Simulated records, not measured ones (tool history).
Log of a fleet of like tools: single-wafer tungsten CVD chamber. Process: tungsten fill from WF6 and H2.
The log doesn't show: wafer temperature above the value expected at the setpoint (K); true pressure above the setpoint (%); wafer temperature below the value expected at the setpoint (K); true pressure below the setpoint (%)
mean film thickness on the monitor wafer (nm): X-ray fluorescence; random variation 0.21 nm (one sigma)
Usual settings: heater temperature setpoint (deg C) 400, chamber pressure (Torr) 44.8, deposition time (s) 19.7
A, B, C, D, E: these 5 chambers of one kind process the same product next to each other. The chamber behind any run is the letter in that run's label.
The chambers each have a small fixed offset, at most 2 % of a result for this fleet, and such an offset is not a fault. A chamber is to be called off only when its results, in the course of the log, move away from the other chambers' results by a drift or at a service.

| run | hour | heater temperature setpoint (deg C) | chamber pressure (Torr) | deposition time (s) | hours since the last thermocouple change | hours since the last manometer calibration | read-back reference wafer on the same gauge, thickness_nm | mean film thickness on the monitor wafer (nm) |
|---|---|---|---|---|---|---|---|---|
| 1D | 2.6 | 400 | 44.8 | 19.7 | 966.2 | 870.9 | 68.865 | 69.269 |
| 2C | 5.8 | 400 | 44.8 | 19.7 | 1042.9 | 1053.2 | 68.907 | 69.654 |
| 3B | 9.2 | 400 | 44.8 | 19.7 | 1054.5 | 1054.5 | 68.899 | 67.976 |
| 4A | 12.8 | 400 | 44.8 | 19.7 | 241.6 | 866.8 | 68.908 | 68.946 |
| 5E | 15.8 | 400 | 44.8 | 19.7 | 1227.8 | 1379.3 | 68.917 | 69.417 |
| 6E | 18 | 400 | 44.8 | 19.7 | 1230 | 1381.5 | 68.924 | 69.113 |
| 7C | 22.4 | 400 | 44.8 | 19.7 | 1059.5 | 1069.8 | 68.924 | 69.751 |
| 8B | 26.6 | 400 | 44.8 | 19.7 | 1071.9 | 1071.9 | 68.909 | 67.555 |
| 9D | 29.4 | 400 | 44.8 | 19.7 | 993 | 897.7 | 68.918 | 69.162 |
| 10A | 31.8 | 400 | 44.8 | 19.7 | 260.6 | 885.8 | 68.851 | 68.583 |
| 11D | 34.6 | 400 | 44.8 | 19.7 | 998.2 | 902.9 | 68.919 | 69.39 |
| 12C | 38.5 | 408 | 40.2 | 19.7 | 1075.6 | 1085.9 | 68.923 | 76.49 |
| 13A | 40.7 | 408 | 40.2 | 19.7 | 269.5 | 894.7 | 68.896 | 75.306 |
| 14B | 44.5 | 408 | 40.2 | 19.7 | 1089.8 | 1089.8 | 68.951 | 74.276 |
| 15E | 48.7 | 408 | 40.2 | 19.7 | 1260.7 | 1412.2 | 68.916 | 75.276 |
| 16A | 52.8 | 408 | 40.2 | 19.7 | 281.6 | 906.8 | 68.9 | 75.542 |
| 17E | 57.1 | 400 | 44.8 | 19.7 | 1269.1 | 1420.6 | 68.863 | 69.318 |
| 18C | 59.3 | 400 | 37.3 | 17.4 | 1096.4 | 1106.7 | 68.937 | 56.697 |
| 19B | 61.6 | 400 | 37.3 | 17.4 | 1106.9 | 1106.9 | 68.833 | 54.755 |
| 20D | 64.7 | 400 | 37.3 | 17.4 | 1028.3 | 933 | 68.878 | 56.373 |
| 21B | 67.1 | 400 | 37.3 | 17.4 | 1112.4 | 1112.4 | 68.929 | 55.116 |
| 22E | 71.3 | 400 | 37.3 | 17.4 | 1283.3 | 1434.8 | 68.85 | 56.037 |
| 23C | 73.3 | 400 | 44.8 | 19.7 | 1110.4 | 1120.7 | 68.937 | 69.653 |
| 24D | 76.3 | 400 | 34 | 19.7 | 1039.9 | 944.6 | 68.855 | 60.949 |
| 25A | 78.4 | 400 | 34 | 19.7 | 307.2 | 932.4 | 68.89 | 60.449 |
| 26D | 81.1 | 400 | 34 | 19.7 | 1044.7 | 949.4 | 68.875 | 60.524 |
| 27E | 84.7 | 400 | 34 | 19.7 | 1296.7 | 1448.2 | 68.876 | 60.732 |
| 28A | 88 | 400 | 34 | 19.7 | 316.8 | 942 | 68.914 | 60.526 |
| 29C | 90.1 | 400 | 44.8 | 19.7 | 1127.2 | 1137.5 | 68.92 | 69.959 |
| 30B | 92.4 | 400 | 44.8 | 19.7 | 1137.7 | 1137.7 | 68.886 | 67.589 |
| 31D | 96.5 | 400 | 37 | 22.7 | 1060.1 | 964.8 | 68.9 | 73.222 |
| 32E | 100.5 | 400 | 37 | 22.7 | 1312.5 | 1464 | 68.915 | 72.958 |
| 33B | 104.7 | 400 | 37 | 22.7 | 1150 | 1150 | 68.872 | 71.397 |

All 5 chambers run these settings next. Forecast each chamber's results:
| 34A | 107.9 | 400 | 44.8 | 19.7 |  |  |  | ? |
| 34B | 107.9 | 400 | 44.8 | 19.7 |  |  |  | ? |
| 34C | 107.9 | 400 | 44.8 | 19.7 |  |  |  | ? |
| 34D | 107.9 | 400 | 44.8 | 19.7 |  |  |  | ? |
| 34E | 107.9 | 400 | 44.8 | 19.7 |  |  |  | ? |

| run | mean film thickness on the monitor wafer (nm) |
|---|---|
| 34A | 69.031 |
| 34B | 67.548 |
| 34C | 69.463 |
| 34D | 69.102 |
| 34E | 69.297 |
